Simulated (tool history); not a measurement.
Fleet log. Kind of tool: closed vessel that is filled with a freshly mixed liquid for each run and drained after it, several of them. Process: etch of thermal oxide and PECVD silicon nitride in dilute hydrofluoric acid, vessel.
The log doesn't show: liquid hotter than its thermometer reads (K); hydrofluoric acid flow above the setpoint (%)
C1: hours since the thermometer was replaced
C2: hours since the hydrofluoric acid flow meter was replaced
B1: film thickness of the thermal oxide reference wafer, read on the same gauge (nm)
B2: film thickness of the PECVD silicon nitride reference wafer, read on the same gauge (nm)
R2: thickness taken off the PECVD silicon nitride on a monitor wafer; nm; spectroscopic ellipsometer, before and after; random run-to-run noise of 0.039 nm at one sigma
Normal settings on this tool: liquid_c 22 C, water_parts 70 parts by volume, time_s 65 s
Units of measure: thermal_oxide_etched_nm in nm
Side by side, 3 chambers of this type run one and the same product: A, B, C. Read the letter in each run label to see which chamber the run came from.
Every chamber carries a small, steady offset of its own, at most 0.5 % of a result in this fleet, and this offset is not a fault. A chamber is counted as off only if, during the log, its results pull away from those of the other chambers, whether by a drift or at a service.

{"run": "1B", "day": 0.192, "liquid_c": 22, "water_parts": 70, "time_s": 65, "C1": 502, "C2": 206.1, "B1": 89.973, "B2": 69.949, "thermal_oxide_etched_nm": 4.2289, "R2": 1.5288}
{"run": "2A", "day": 0.471, "liquid_c": 22, "water_parts": 70, "time_s": 65, "C1": 801.5, "C2": 1138.5, "B1": 90.01, "B2": 70.011, "thermal_oxide_etched_nm": 4.2298, "R2": 1.6421}
{"run": "3C", "day": 0.829, "liquid_c": 22, "water_parts": 70, "time_s": 65, "C1": 1568.6, "C2": 726.3, "B1": 90.025, "B2": 69.993, "thermal_oxide_etched_nm": 4.1731, "R2": 1.5145}
{"run": "4A", "day": 1.05, "liquid_c": 22, "water_parts": 70, "time_s": 65, "C1": 815.4, "C2": 1152.4, "B1": 89.987, "B2": 69.973, "thermal_oxide_etched_nm": 4.2426, "R2": 1.5362}
{"run": "5B", "day": 1.321, "liquid_c": 22, "water_parts": 70, "time_s": 65, "C1": 529.1, "C2": 233.2, "B1": 89.972, "B2": 69.995, "thermal_oxide_etched_nm": 4.1173, "R2": 1.5205}
{"run": "6C", "day": 1.662, "liquid_c": 22, "water_parts": 70, "time_s": 80, "C1": 1588.6, "C2": 746.3, "B1": 89.969, "B2": 70.015, "thermal_oxide_etched_nm": 5.118, "R2": 1.9051}
{"run": "7A", "day": 2.021, "liquid_c": 22, "water_parts": 70, "time_s": 80, "C1": 838.7, "C2": 1175.7, "B1": 90.009, "B2": 69.993, "thermal_oxide_etched_nm": 5.2007, "R2": 1.9429}
{"run": "8C", "day": 2.396, "liquid_c": 22, "water_parts": 70, "time_s": 80, "C1": 1606.2, "C2": 763.9, "B1": 89.99, "B2": 70.011, "thermal_oxide_etched_nm": 5.1955, "R2": 1.9576}
{"day": 2.608, "done": "chamber B: thermometer replaced"}
{"run": "9B", "day": 2.654, "liquid_c": 22, "water_parts": 70, "time_s": 65, "C1": 1.2, "C2": 265.2, "B1": 89.996, "B2": 69.959, "thermal_oxide_etched_nm": 4.2326, "R2": 1.5556}
{"run": "10C", "day": 2.858, "liquid_c": 22, "water_parts": 70, "time_s": 65, "C1": 1617.3, "C2": 775, "B1": 89.968, "B2": 69.971, "thermal_oxide_etched_nm": 4.2196, "R2": 1.5247}
{"run": "11B", "day": 3.15, "liquid_c": 22, "water_parts": 70, "time_s": 65, "C1": 13.1, "C2": 277.1, "B1": 90.003, "B2": 69.959, "thermal_oxide_etched_nm": 4.2131, "R2": 1.5523}
{"run": "12A", "day": 3.321, "liquid_c": 22, "water_parts": 70, "time_s": 65, "C1": 869.9, "C2": 1206.9, "B1": 90.009, "B2": 70.016, "thermal_oxide_etched_nm": 4.2068, "R2": 1.5222}
{"run": "13A", "day": 3.554, "liquid_c": 22, "water_parts": 70, "time_s": 65, "C1": 875.5, "C2": 1212.5, "B1": 89.981, "B2": 70.054, "thermal_oxide_etched_nm": 4.2284, "R2": 1.5752}
{"run": "14C", "day": 3.771, "liquid_c": 22, "water_parts": 70, "time_s": 65, "C1": 1639.2, "C2": 796.9, "B1": 89.976, "B2": 69.957, "thermal_oxide_etched_nm": 4.2067, "R2": 1.5207}
{"run": "15B", "day": 4.129, "liquid_c": 22, "water_parts": 70, "time_s": 65, "C1": 36.6, "C2": 300.6, "B1": 90.009, "B2": 70.028, "thermal_oxide_etched_nm": 4.219, "R2": 1.554}
{"run": "16B", "day": 4.383, "liquid_c": 22, "water_parts": 70, "time_s": 65, "C1": 42.7, "C2": 306.7, "B1": 89.991, "B2": 70.005, "thermal_oxide_etched_nm": 4.2506, "R2": 1.5528}
{"run": "17C", "day": 4.629, "liquid_c": 19, "water_parts": 55, "time_s": 65, "C1": 1659.8, "C2": 817.5, "B1": 90.027, "B2": 70.011, "thermal_oxide_etched_nm": 4.7359, "R2": 1.6685}
{"run": "18A", "day": 4.792, "liquid_c": 19, "water_parts": 55, "time_s": 65, "C1": 905.2, "C2": 1242.2, "B1": 90.003, "B2": 70.016, "thermal_oxide_etched_nm": 4.8662, "R2": 1.6776}
{"day": 4.975, "done": "chamber C: hydrofluoric acid flow meter replaced"}
{"run": "19C", "day": 5.1, "liquid_c": 19, "water_parts": 55, "time_s": 65, "C1": 1671.1, "C2": 3.1, "B1": 90.036, "B2": 69.985, "thermal_oxide_etched_nm": 4.8428, "R2": 1.5487}
{"run": "20A", "day": 5.333, "liquid_c": 22, "water_parts": 70, "time_s": 65, "C1": 918.2, "C2": 1255.2, "B1": 90.001, "B2": 69.975, "thermal_oxide_etched_nm": 4.2647, "R2": 1.5924}
{"run": "21B", "day": 5.517, "liquid_c": 22, "water_parts": 70, "time_s": 65, "C1": 69.9, "C2": 333.9, "B1": 89.996, "B2": 69.991, "thermal_oxide_etched_nm": 4.1822, "R2": 1.5553}
{"run": "22A", "day": 5.871, "liquid_c": 22, "water_parts": 70, "time_s": 65, "C1": 931.1, "C2": 1268.1, "B1": 90.008, "B2": 69.992, "thermal_oxide_etched_nm": 4.3261, "R2": 1.7315}
{"run": "23B", "day": 6.088, "liquid_c": 22, "water_parts": 70, "time_s": 65, "C1": 83.6, "C2": 347.6, "B1": 90.007, "B2": 69.977, "thermal_oxide_etched_nm": 4.195, "R2": 1.5193}
{"run": "24C", "day": 6.446, "liquid_c": 22, "water_parts": 70, "time_s": 65, "C1": 1703.4, "C2": 35.4, "B1": 90.011, "B2": 69.996, "thermal_oxide_etched_nm": 4.1912, "R2": 1.5245}
{"run": "25B", "day": 6.642, "liquid_c": 22, "water_parts": 70, "time_s": 65, "C1": 96.9, "C2": 360.9, "B1": 89.998, "B2": 70.009, "thermal_oxide_etched_nm": 4.1996, "R2": 1.4803}
{"run": "26C", "day": 6.946, "liquid_c": 22, "water_parts": 70, "time_s": 65, "C1": 1715.4, "C2": 47.4, "B1": 90.027, "B2": 69.958, "thermal_oxide_etched_nm": 4.1685, "R2": 1.5981}
{"run": "27A", "day": 7.254, "liquid_c": 25.5, "water_parts": 70, "time_s": 30, "C1": 964.3, "C2": 1301.3, "B1": 89.992, "B2": 69.995, "thermal_oxide_etched_nm": 2.38, "R2": 0.94936}
{"run": "28A", "day": 7.462, "liquid_c": 25.5, "water_parts": 70, "time_s": 30, "C1": 969.3, "C2": 1306.3, "B1": 89.99, "B2": 70.027, "thermal_oxide_etched_nm": 2.3798, "R2": 0.94743}
{"run": "29C", "day": 7.708, "liquid_c": 25.5, "water_parts": 70, "time_s": 30, "C1": 1733.7, "C2": 65.7, "B1": 90.004, "B2": 69.993, "thermal_oxide_etched_nm": 2.2252, "R2": 0.91438}
{"run": "30B", "day": 8.075, "liquid_c": 22, "water_parts": 70, "time_s": 65, "C1": 131.3, "C2": 395.3, "B1": 89.992, "B2": 70.009, "thermal_oxide_etched_nm": 4.1758, "R2": 1.5585}
{"run": "31A", "day": 8.425, "liquid_c": 22, "water_parts": 70, "time_s": 65, "C1": 992.4, "C2": 1329.4, "B1": 90.028, "B2": 70, "thermal_oxide_etched_nm": 4.4786, "R2": 1.6654}

Next, every chamber runs the same settings. What will each give?
{"run": "32A", "day": 8.692, "liquid_c": 22, "water_parts": 70, "time_s": 85, "thermal_oxide_etched_nm": "?", "R2": "?"}
{"run": "32B", "day": 8.692, "liquid_c": 22, "water_parts": 70, "time_s": 85, "thermal_oxide_etched_nm": "?", "R2": "?"}
{"run": "32C", "day": 8.692, "liquid_c": 22, "water_parts": 70, "time_s": 85, "thermal_oxide_etched_nm": "?", "R2": "?"}

run=32A thermal_oxide_etched_nm=5.9448 R2=2.2005
run=32B thermal_oxide_etched_nm=5.5103 R2=2.0707
run=32C thermal_oxide_etched_nm=5.4397 R2=1.9915
